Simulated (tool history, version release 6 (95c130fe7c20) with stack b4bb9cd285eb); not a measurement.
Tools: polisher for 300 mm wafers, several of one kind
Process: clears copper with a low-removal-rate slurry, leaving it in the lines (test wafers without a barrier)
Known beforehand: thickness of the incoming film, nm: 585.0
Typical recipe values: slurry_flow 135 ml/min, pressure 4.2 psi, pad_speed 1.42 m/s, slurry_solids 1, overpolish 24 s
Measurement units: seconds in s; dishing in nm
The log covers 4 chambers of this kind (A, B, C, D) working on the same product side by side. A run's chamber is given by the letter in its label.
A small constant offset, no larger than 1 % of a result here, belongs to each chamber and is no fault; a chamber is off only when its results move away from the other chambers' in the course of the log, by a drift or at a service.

| run | hour | slurry_flow | pressure | pad_speed | slurry_solids | overpolish | wafers polished on this pad | hours since the slurry nozzle was cleaned | hours since the head pressure was calibrated | hours since the slurry blender was calibrated | seconds | dishing |
|---|---|---|---|---|---|---|---|---|---|---|---|---|
| 1B | 3.1 | 135 | 4.2 | 1.42 | 1 | 24 | 851 | 92.4 | 339.8 | 77.7 | 105.9 | 70.199 |
| 2D | 6.8 | 135 | 4.2 | 1.42 | 1 | 24 | 955 | 8.1 | 419 | 123.4 | 104.56 | 70.501 |
|  | 8.2 | chamber D: worn pad replaced by a new one |
| 3A | 9.7 | 135 | 4.2 | 1.42 | 1 | 24 | 192 | 460.4 | 81 | 232.4 | 106.93 | 73.27 |
| 4C | 14 | 135 | 4.2 | 1.42 | 1 | 24 | 824 | 188.4 | 622.7 | 151.7 | 102.57 | 71.998 |
| 5A | 18.9 | 135 | 4.2 | 1.42 | 1 | 24 | 292 | 469.6 | 90.2 | 241.6 | 105.16 | 70.635 |
| 6C | 23.4 | 135 | 4.2 | 1.42 | 1 | 24 | 926 | 197.8 | 632.1 | 161.1 | 103.15 | 72.169 |
| 7B | 27.3 | 135 | 4.2 | 1.42 | 1 | 24 | 1114 | 116.6 | 364 | 101.9 | 107.42 | 71.262 |
| 8D | 30.8 | 135 | 4.2 | 1.42 | 1 | 24 | 246 | 32.1 | 443 | 147.4 | 104.2 | 74.233 |
|  | 33 | chamber A: worn pad replaced by a new one |
| 9B | 33.7 | 135 | 4.2 | 1.42 | 1 | 24 | 1184 | 123 | 370.4 | 108.3 | 103.52 | 72.419 |
|  | 37.5 | chamber B: worn pad replaced by a new one |
| 10A | 39.6 | 135 | 4.2 | 1.42 | 1 | 24 | 72 | 490.3 | 110.9 | 262.3 | 103.97 | 71.316 |
| 11D | 43.7 | 135 | 4.7 | 1.42 | 1.15 | 24 | 386 | 45 | 455.9 | 160.3 | 90.466 | 78.28 |
|  | 46.1 | chamber C: worn pad replaced by a new one |
| 12C | 46.5 | 135 | 4.7 | 1.42 | 1.15 | 24 | 5 | 220.9 | 655.2 | 184.2 | 91.679 | 79.512 |
| 13B | 51.5 | 135 | 4.7 | 1.42 | 1.15 | 24 | 152 | 140.8 | 388.2 | 126.1 | 91.662 | 77.812 |
| 14D | 55.7 | 135 | 4.7 | 1.42 | 1.15 | 24 | 517 | 57 | 467.9 | 172.3 | 88.453 | 77.732 |
|  | 60.8 | chamber A: slurry blender recalibrated |
| 15C | 61.3 | 135 | 4.2 | 1.42 | 1 | 24 | 166 | 235.7 | 670 | 199 | 103.05 | 72.539 |
| 16A | 64.1 | 135 | 4.2 | 1.42 | 1 | 24 | 339 | 514.8 | 135.4 | 3.3 | 104.59 | 72.439 |
|  | 67 | chamber C: head pressure recalibrated |
| 17A | 67.5 | 135 | 4.2 | 1.42 | 1 | 24 | 376 | 518.2 | 138.8 | 6.7 | 104.75 | 71.011 |
| 18D | 71 | 135 | 4.2 | 1.42 | 1 | 24 | 684 | 72.3 | 483.2 | 187.6 | 108.45 | 73.893 |
| 19C | 76 | 135 | 4.2 | 1.42 | 1 | 24 | 326 | 250.4 | 9 | 213.7 | 114.97 | 67.489 |
| 20B | 80.5 | 135 | 4.2 | 1.42 | 1 | 24 | 468 | 169.8 | 417.2 | 155.1 | 103.7 | 71.945 |
|  | 81.7 | chamber A: worn pad replaced by a new one |
| 21A | 86 | 135 | 4.2 | 1.42 | 1 | 24 | 47 | 536.7 | 157.3 | 25.2 | 104.93 | 73.095 |
| 22B | 89.3 | 135 | 4.8 | 1.42 | 1 | 31 | 564 | 178.6 | 426 | 163.9 | 90.579 | 93.33 |
| 23C | 93.3 | 135 | 4.8 | 1.42 | 1 | 31 | 514 | 267.7 | 26.3 | 231 | 102 | 86.126 |
|  | 94.5 | chamber D: worn pad replaced by a new one |
| 24D | 97.4 | 135 | 4.8 | 1.42 | 1 | 31 | 32 | 98.7 | 509.6 | 214 | 91.013 | 90.477 |
| 25B | 100.7 | 135 | 4.8 | 1.42 | 1 | 31 | 688 | 190 | 437.4 | 175.3 | 92.517 | 92.314 |
|  | 100.9 | chamber D: head pressure recalibrated |
| 26D | 106 | 135 | 4.2 | 1.42 | 1 | 24 | 125 | 107.3 | 5.1 | 222.6 | 104.38 | 73.723 |
| 27A | 110.2 | 135 | 4.2 | 1.42 | 1 | 24 | 310 | 560.9 | 181.5 | 49.4 | 105.32 | 72.79 |
| 28C | 114.1 | 135 | 4.2 | 1.42 | 1 | 24 | 741 | 288.5 | 47.1 | 251.8 | 114.72 | 67.475 |
| 29A | 120.2 | 135 | 4.2 | 1.42 | 1 | 24 | 419 | 570.9 | 191.5 | 59.4 | 103.97 | 71.245 |

Next, all 4 chambers run the settings below, one line each with question marks for the results. What does each chamber give?
| 30A | 124.5 | 135 | 3.6 | 1.42 | 1 | 24 |  |  |  |  | ? | ? |
| 30B | 124.5 | 135 | 3.6 | 1.42 | 1 | 24 |  |  |  |  | ? | ? |
| 30C | 124.5 | 135 | 3.6 | 1.42 | 1 | 24 |  |  |  |  | ? | ? |
| 30D | 124.5 | 135 | 3.6 | 1.42 | 1 | 24 |  |  |  |  | ? | ? |

| run | seconds | dishing |
|---|---|---|
| 30A | 119.43 | 64.995 |
| 30B | 122.83 | 64.18 |
| 30C | 135.15 | 58.037 |
| 30D | 121.32 | 65.181 |

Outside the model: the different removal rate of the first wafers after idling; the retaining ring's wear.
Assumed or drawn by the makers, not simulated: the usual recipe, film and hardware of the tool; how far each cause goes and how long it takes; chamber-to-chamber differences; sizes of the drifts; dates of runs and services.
